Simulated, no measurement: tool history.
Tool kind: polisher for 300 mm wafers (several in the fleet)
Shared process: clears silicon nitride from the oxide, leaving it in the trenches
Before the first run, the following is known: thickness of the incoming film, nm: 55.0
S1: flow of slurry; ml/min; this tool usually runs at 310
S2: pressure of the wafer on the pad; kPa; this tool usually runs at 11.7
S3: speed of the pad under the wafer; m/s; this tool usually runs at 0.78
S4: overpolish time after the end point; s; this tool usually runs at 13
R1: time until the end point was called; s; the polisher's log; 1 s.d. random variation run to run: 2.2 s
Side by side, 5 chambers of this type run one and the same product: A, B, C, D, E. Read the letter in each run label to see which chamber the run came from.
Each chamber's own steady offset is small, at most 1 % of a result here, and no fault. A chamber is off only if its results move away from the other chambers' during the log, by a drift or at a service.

run     day   S1    S2    S3  S4      R1
      0.233  -- chamber E: worn pad replaced by a new one
 1D   0.271  310  11.7  0.78  13  156.63
 2A   0.604  310  11.7  0.78  13  152.39
 3B   0.838  310  11.7  0.78  13  148.11
      0.912  -- chamber B: head pressure recalibrated
      1.075  -- chamber D: head pressure recalibrated
 4C   1.225  310  11.7  0.78  13  150.71
 5E   1.433  310  11.7  0.78  13  153.39
      1.579  -- chamber B: worn pad replaced by a new one
      1.679  -- chamber E: slurry nozzle cleaned
 6B   1.692  310  11.7  0.78  13  153.18
 7D   2.067  310  11.7  0.78  13  152.69
 8C   2.362  310  11.7  0.78  13  155.24
 9A   2.692  310  11.7  0.78  13  148.80
      2.708  -- chamber A: slurry nozzle cleaned
10E   2.896  310  11.7  0.78  13  151.00
11A   3.200  310  11.7  0.78  13  148.92
12C   3.392  310  11.7  0.58  13  203.87
      3.708  -- chamber A: worn pad replaced by a new one
13B   3.733  310  11.7  0.58  13  210.45
      4.029  -- chamber C: worn pad replaced by a new one
14D   4.138  310  11.7  0.58  13  218.25
15E   4.442  310  11.7  0.58  13  198.51
16B   4.729  310  11.7  0.58  13  201.13
17D   5.017  310  11.7  0.78  13  163.73
18C   5.192  310  11.7  0.78  13  153.77
19E   5.592  310  11.7  0.78  13  150.76
20A   5.925  310  11.7  0.78  13  152.95
21C   6.129  310  11.7  0.78  13  152.02
      6.362  -- chamber B: worn pad replaced by a new one
22B   6.483  245  13.1  0.78  13  138.34
      6.562  -- chamber D: slurry nozzle cleaned
23A   6.812  245  13.1  0.78  13  140.16
      7.188  -- chamber E: worn pad replaced by a new one
24E   7.208  245  13.1  0.78  13  139.46
25D   7.467  245  13.1  0.78  13  149.48
26C   7.708  245  13.1  0.78  13  136.32
27E   8.075  310  11.7  0.78  13  152.61
28B   8.371  310  11.7  0.78  13  149.77
29D   8.571  310  11.7  0.78  13  165.24
30A   8.904  310  11.7  0.78  13  154.18
      9.225  -- chamber A: worn pad replaced by a new one
31E   9.304  310   9.0  0.68  13  223.64
32D   9.554  310   9.0  0.68  13  262.62
33A   9.879  310   9.0  0.68  13  225.89
34C  10.146  310   9.0  0.68  13  229.51

One chamber off, gauge drift, or nothing amiss beyond the chambers' own small offsets? If it is a chamber, which one, and what is the likeliest cause?

One chamber, D, drifts off from the rest bit by bit.
Cause: removal rate lost through wear of the pad, % = 11.2.

Chamber D could run next with any of the 4 candidate recipes listed below; each alters the usual settings, and their results appear as question marks. Which one brings its results back in line with what the other chambers deliver on the usual settings?
In line means no further than this from the other chambers' mean on the usual settings: R1 7.80 s
35D-1  10.438  310  11.7  0.68  13   ?
35D-2  10.438  305   9.7  0.78  13   ?
35D-3  10.438  310  13.1  0.78  13   ?
35D-4  10.438  310  11.7  0.98  13   ?

The other chambers' mean on the usual settings: R1 152.08 s
  run      R1
35D-1  198.53
35D-2  211.05
35D-3  154.95
35D-4  138.17
It is 35D-3 that realigns the chamber with its peers.
